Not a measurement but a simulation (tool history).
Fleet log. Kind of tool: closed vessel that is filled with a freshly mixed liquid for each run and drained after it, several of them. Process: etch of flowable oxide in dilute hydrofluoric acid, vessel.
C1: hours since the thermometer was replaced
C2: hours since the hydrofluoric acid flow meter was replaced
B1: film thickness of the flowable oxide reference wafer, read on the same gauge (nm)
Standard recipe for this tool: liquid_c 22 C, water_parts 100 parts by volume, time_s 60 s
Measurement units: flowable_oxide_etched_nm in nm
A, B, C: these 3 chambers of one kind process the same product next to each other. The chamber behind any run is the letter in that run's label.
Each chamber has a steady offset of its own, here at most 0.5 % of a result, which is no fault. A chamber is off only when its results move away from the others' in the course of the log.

{"run": "1B", "day": 0.383, "liquid_c": 22, "water_parts": 100, "time_s": 60, "C1": 231.6, "C2": 1179.9, "B1": 140, "flowable_oxide_etched_nm": 16.589}
{"run": "2A", "day": 0.696, "liquid_c": 22, "water_parts": 100, "time_s": 60, "C1": 1693.6, "C2": 899.2, "B1": 140.02, "flowable_oxide_etched_nm": 16.886}
{"run": "3C", "day": 0.983, "liquid_c": 22, "water_parts": 100, "time_s": 60, "C1": 265.5, "C2": 239.5, "B1": 140, "flowable_oxide_etched_nm": 16.885}
{"run": "4A", "day": 1.271, "liquid_c": 22, "water_parts": 100, "time_s": 60, "C1": 1707.4, "C2": 913, "B1": 139.98, "flowable_oxide_etched_nm": 17.088}
{"run": "5B", "day": 1.562, "liquid_c": 22, "water_parts": 100, "time_s": 60, "C1": 259.9, "C2": 1208.2, "B1": 139.97, "flowable_oxide_etched_nm": 16.625}
{"run": "6C", "day": 2.029, "liquid_c": 22, "water_parts": 100, "time_s": 60, "C1": 290.6, "C2": 264.6, "B1": 139.98, "flowable_oxide_etched_nm": 16.915}
{"run": "7B", "day": 2.488, "liquid_c": 22, "water_parts": 100, "time_s": 60, "C1": 282.1, "C2": 1230.4, "B1": 139.97, "flowable_oxide_etched_nm": 16.573}
{"run": "8C", "day": 2.958, "liquid_c": 22, "water_parts": 100, "time_s": 60, "C1": 312.9, "C2": 286.9, "B1": 140.03, "flowable_oxide_etched_nm": 16.646}
{"run": "9A", "day": 3.204, "liquid_c": 22, "water_parts": 100, "time_s": 60, "C1": 1753.8, "C2": 959.4, "B1": 140, "flowable_oxide_etched_nm": 16.796}
{"run": "10A", "day": 3.417, "liquid_c": 22, "water_parts": 100, "time_s": 60, "C1": 1758.9, "C2": 964.5, "B1": 140.01, "flowable_oxide_etched_nm": 16.896}
{"run": "11B", "day": 3.758, "liquid_c": 22, "water_parts": 100, "time_s": 60, "C1": 312.6, "C2": 1260.9, "B1": 140.02, "flowable_oxide_etched_nm": 16.767}
{"run": "12C", "day": 4.05, "liquid_c": 22, "water_parts": 100, "time_s": 60, "C1": 339.1, "C2": 313.1, "B1": 140, "flowable_oxide_etched_nm": 16.628}
{"run": "13B", "day": 4.504, "liquid_c": 22, "water_parts": 100, "time_s": 60, "C1": 330.5, "C2": 1278.8, "B1": 140, "flowable_oxide_etched_nm": 16.663}
{"run": "14C", "day": 4.817, "liquid_c": 22, "water_parts": 100, "time_s": 60, "C1": 357.5, "C2": 331.5, "B1": 139.98, "flowable_oxide_etched_nm": 16.792}
{"run": "15A", "day": 5.033, "liquid_c": 22, "water_parts": 100, "time_s": 60, "C1": 1797.7, "C2": 1003.3, "B1": 140.01, "flowable_oxide_etched_nm": 16.954}
{"run": "16A", "day": 5.35, "liquid_c": 22, "water_parts": 100, "time_s": 60, "C1": 1805.3, "C2": 1010.9, "B1": 140.01, "flowable_oxide_etched_nm": 16.732}
{"run": "17C", "day": 5.775, "liquid_c": 22, "water_parts": 100, "time_s": 60, "C1": 380.5, "C2": 354.5, "B1": 140.04, "flowable_oxide_etched_nm": 16.811}
{"run": "18B", "day": 6.204, "liquid_c": 22, "water_parts": 100, "time_s": 60, "C1": 371.3, "C2": 1319.6, "B1": 140, "flowable_oxide_etched_nm": 16.778}
{"run": "19C", "day": 6.417, "liquid_c": 22, "water_parts": 125, "time_s": 75, "C1": 395.9, "C2": 369.9, "B1": 139.99, "flowable_oxide_etched_nm": 16.129}
{"run": "20A", "day": 6.758, "liquid_c": 22, "water_parts": 125, "time_s": 75, "C1": 1839.1, "C2": 1044.7, "B1": 139.99, "flowable_oxide_etched_nm": 16.231}
{"run": "21B", "day": 6.971, "liquid_c": 22, "water_parts": 125, "time_s": 75, "C1": 389.7, "C2": 1338, "B1": 140, "flowable_oxide_etched_nm": 16.157}
{"run": "22B", "day": 7.288, "liquid_c": 22, "water_parts": 100, "time_s": 60, "C1": 397.3, "C2": 1345.6, "B1": 140.01, "flowable_oxide_etched_nm": 16.621}
{"run": "23A", "day": 7.642, "liquid_c": 22, "water_parts": 100, "time_s": 60, "C1": 1860.3, "C2": 1065.9, "B1": 139.98, "flowable_oxide_etched_nm": 16.974}
{"run": "24C", "day": 8.112, "liquid_c": 22, "water_parts": 140, "time_s": 60, "C1": 436.6, "C2": 410.6, "B1": 140.01, "flowable_oxide_etched_nm": 11.415}
{"day": 8.196, "done": "chamber B: hydrofluoric acid flow meter replaced"}
{"run": "25B", "day": 8.454, "liquid_c": 22, "water_parts": 140, "time_s": 60, "C1": 425.3, "C2": 6.2, "B1": 139.99, "flowable_oxide_etched_nm": 11.401}
{"run": "26A", "day": 8.688, "liquid_c": 22, "water_parts": 140, "time_s": 60, "C1": 1885.4, "C2": 1091, "B1": 139.99, "flowable_oxide_etched_nm": 11.281}

Read the log: is a single chamber off, either drifting away or since a service, is the gauge that measures every chamber drifting, or is nothing wrong beyond small per-chamber offsets? Name any odd chamber and what most likely caused it.

No chamber is off and the gauge is stable; the differences are just each chamber's small, constant offset.

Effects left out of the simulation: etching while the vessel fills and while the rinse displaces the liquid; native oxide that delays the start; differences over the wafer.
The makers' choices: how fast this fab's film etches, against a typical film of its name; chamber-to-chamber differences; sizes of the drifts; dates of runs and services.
